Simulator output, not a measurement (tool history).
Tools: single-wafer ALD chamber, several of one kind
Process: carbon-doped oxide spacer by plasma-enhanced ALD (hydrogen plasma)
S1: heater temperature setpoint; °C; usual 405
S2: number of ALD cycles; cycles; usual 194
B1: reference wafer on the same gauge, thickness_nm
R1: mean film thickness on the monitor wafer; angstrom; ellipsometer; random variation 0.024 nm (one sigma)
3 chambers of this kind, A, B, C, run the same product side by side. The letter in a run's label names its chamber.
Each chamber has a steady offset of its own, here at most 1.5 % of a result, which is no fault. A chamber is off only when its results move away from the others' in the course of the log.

{"run": "1C", "hour": 8.4, "S1": 405, "S2": 194, "B1": 10.947, "R1": 96.179}
{"run": "2B", "hour": 21.0, "S1": 405, "S2": 194, "B1": 10.941, "R1": 94.004}
{"run": "3A", "hour": 32.4, "S1": 405, "S2": 194, "B1": 10.937, "R1": 94.688}
{"run": "4A", "hour": 43.0, "S1": 405, "S2": 194, "B1": 10.94, "R1": 94.699}
{"run": "5B", "hour": 51.9, "S1": 405, "S2": 194, "B1": 10.94, "R1": 94.039}
{"hour": 58.4, "done": "chamber B: thermocouple changed; heater temperature recalibrated"}
{"run": "6C", "hour": 60.0, "S1": 405, "S2": 194, "B1": 10.949, "R1": 96.012}
{"run": "7A", "hour": 67.9, "S1": 405, "S2": 194, "B1": 10.938, "R1": 94.958}
{"run": "8C", "hour": 74.3, "S1": 405, "S2": 194, "B1": 10.942, "R1": 95.947}
{"run": "9B", "hour": 87.7, "S1": 405, "S2": 194, "B1": 10.934, "R1": 94.238}
{"run": "10B", "hour": 100.9, "S1": 405, "S2": 194, "B1": 10.943, "R1": 93.654}
{"run": "11C", "hour": 109.3, "S1": 405, "S2": 194, "B1": 10.941, "R1": 96.434}
{"run": "12A", "hour": 121.2, "S1": 405, "S2": 194, "B1": 10.936, "R1": 94.976}
{"run": "13C", "hour": 134.3, "S1": 405, "S2": 194, "B1": 10.938, "R1": 96.113}
{"run": "14A", "hour": 143.3, "S1": 405, "S2": 194, "B1": 10.94, "R1": 94.993}
{"run": "15B", "hour": 149.6, "S1": 405, "S2": 194, "B1": 10.936, "R1": 94.351}
{"run": "16C", "hour": 158.5, "S1": 405, "S2": 194, "B1": 10.935, "R1": 96.448}
{"run": "17B", "hour": 167.1, "S1": 405, "S2": 194, "B1": 10.943, "R1": 93.979}
{"run": "18A", "hour": 173.2, "S1": 405, "S2": 194, "B1": 10.943, "R1": 94.882}
{"run": "19A", "hour": 180.6, "S1": 405, "S2": 194, "B1": 10.944, "R1": 94.967}
{"run": "20B", "hour": 192.9, "S1": 405, "S2": 194, "B1": 10.942, "R1": 94.444}
{"run": "21C", "hour": 204.1, "S1": 405, "S2": 194, "B1": 10.94, "R1": 96.144}
{"run": "22C", "hour": 212.1, "S1": 405, "S2": 194, "B1": 10.942, "R1": 96.1}
{"run": "23B", "hour": 223.7, "S1": 405, "S2": 194, "B1": 10.932, "R1": 94.398}
{"run": "24A", "hour": 231.8, "S1": 405, "S2": 194, "B1": 10.936, "R1": 95.036}
{"run": "25B", "hour": 239.5, "S1": 405, "S2": 231, "B1": 10.939, "R1": 112.21}

Next, every chamber runs the same settings. What will each give?
{"run": "26A", "hour": 249.2, "S1": 405, "S2": 223, "R1": "?"}
{"run": "26B", "hour": 249.2, "S1": 405, "S2": 223, "R1": "?"}
{"run": "26C", "hour": 249.2, "S1": 405, "S2": 223, "R1": "?"}

run=26A R1=109.390
run=26B R1=108.260
run=26C R1=110.580
